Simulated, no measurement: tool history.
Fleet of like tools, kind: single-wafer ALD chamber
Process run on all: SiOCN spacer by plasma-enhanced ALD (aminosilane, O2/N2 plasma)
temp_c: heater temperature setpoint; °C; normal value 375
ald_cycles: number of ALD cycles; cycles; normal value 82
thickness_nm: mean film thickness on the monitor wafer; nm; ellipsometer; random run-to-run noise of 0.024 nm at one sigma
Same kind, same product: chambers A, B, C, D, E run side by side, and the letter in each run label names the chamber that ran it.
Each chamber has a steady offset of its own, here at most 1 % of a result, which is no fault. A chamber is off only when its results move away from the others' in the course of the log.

run   hour  temp_c  ald_cycles  hours since the last thermocouple change  read-back reference wafer on the same gauge, thickness_nm  thickness_nm
 1A    5.9     375          82                                    1655.3                                                     4.9999        4.9752
 2D   11.1     375          82                                     691.3                                                     4.9999        4.9250
      17.9  -- chamber B: thermocouple changed; heater temperature recalibrated
 3B   20.3     375          82                                       2.5                                                     5.0030        4.9261
 4C   25.1     375          82                                     219.7                                                     4.9980        4.9703
 5E   35.5     368          82                                     856.6                                                     5.0036        4.9954
 6A   46.2     368          82                                    1695.6                                                     4.9949        4.9663
 7C   56.4     368          82                                     251.0                                                     5.0029        4.8915
 8E   66.1     368          82                                     887.2                                                     5.0003        4.9596
 9B   71.9     368          82                                      54.1                                                     4.9978        5.0061
10D   80.6     375          82                                     760.8                                                     5.0029        4.9197
11C   88.1     375          82                                     282.7                                                     5.0003        4.9765
12E   93.4     375          82                                     914.5                                                     4.9952        4.9649
13D   98.3     375          82                                     778.5                                                     5.0017        4.9501
14A  106.1     388          90                                    1755.5                                                     4.9899        5.4234
15B  111.9     388          90                                      94.1                                                     5.0053        5.4579
16D  120.6     388          90                                     800.8                                                     5.0028        5.4368
17B  129.7     388          90                                     111.9                                                     4.9960        5.4822
18E  135.0     388          90                                     956.1                                                     4.9993        5.4778
19A  145.2     375          82                                    1794.6                                                     5.0028        4.9622
20C  150.2     375          82                                     344.8                                                     5.0005        4.9549
21B  155.2     375          82                                     137.4                                                     4.9990        4.9490
22E  164.4     375          82                                     985.5                                                     5.0032        4.9753
23D  171.7     375          82                                     851.9                                                     4.9987        4.9657
24A  180.8     365          82                                    1830.2                                                     4.9922        4.9795
25C  187.0     365          82                                     381.6                                                     4.9956        4.9250
26E  195.5     365          82                                    1016.6                                                     5.0004        4.9756
27D  203.7     365          82                                     883.9                                                     5.0021        4.9828
28B  211.0     365          82                                     193.2                                                     5.0005        4.9475
29C  220.5     375          98                                     415.1                                                     5.0001        5.9221
30A  228.8     375          98                                    1878.2                                                     4.9979        5.9119
31B  238.4     375          98                                     220.6                                                     5.0026        5.9360
32C  244.7     375          98                                     439.3                                                     5.0029        5.9139
33D  252.1     375          98                                     932.3                                                     4.9994        5.8578
34A  262.7     375          82                                    1912.1                                                     4.9973        4.9935
35E  268.1     375          82                                    1089.2                                                     4.9938        4.9516
36A  273.8     375          82                                    1923.2                                                     5.0015        4.9969

For the next run the whole fleet of 5 chambers uses the same settings. Give each chamber's results:
37A  281.7     375          82                                                                                                                  ?
37B  281.7     375          82                                                                                                                  ?
37C  281.7     375          82                                                                                                                  ?
37D  281.7     375          82                                                                                                                  ?
37E  281.7     375          82                                                                                                                  ?

run  thickness_nm
37A        4.9748
37B        4.9810
37C        4.9505
37D        4.8962
37E        4.9537

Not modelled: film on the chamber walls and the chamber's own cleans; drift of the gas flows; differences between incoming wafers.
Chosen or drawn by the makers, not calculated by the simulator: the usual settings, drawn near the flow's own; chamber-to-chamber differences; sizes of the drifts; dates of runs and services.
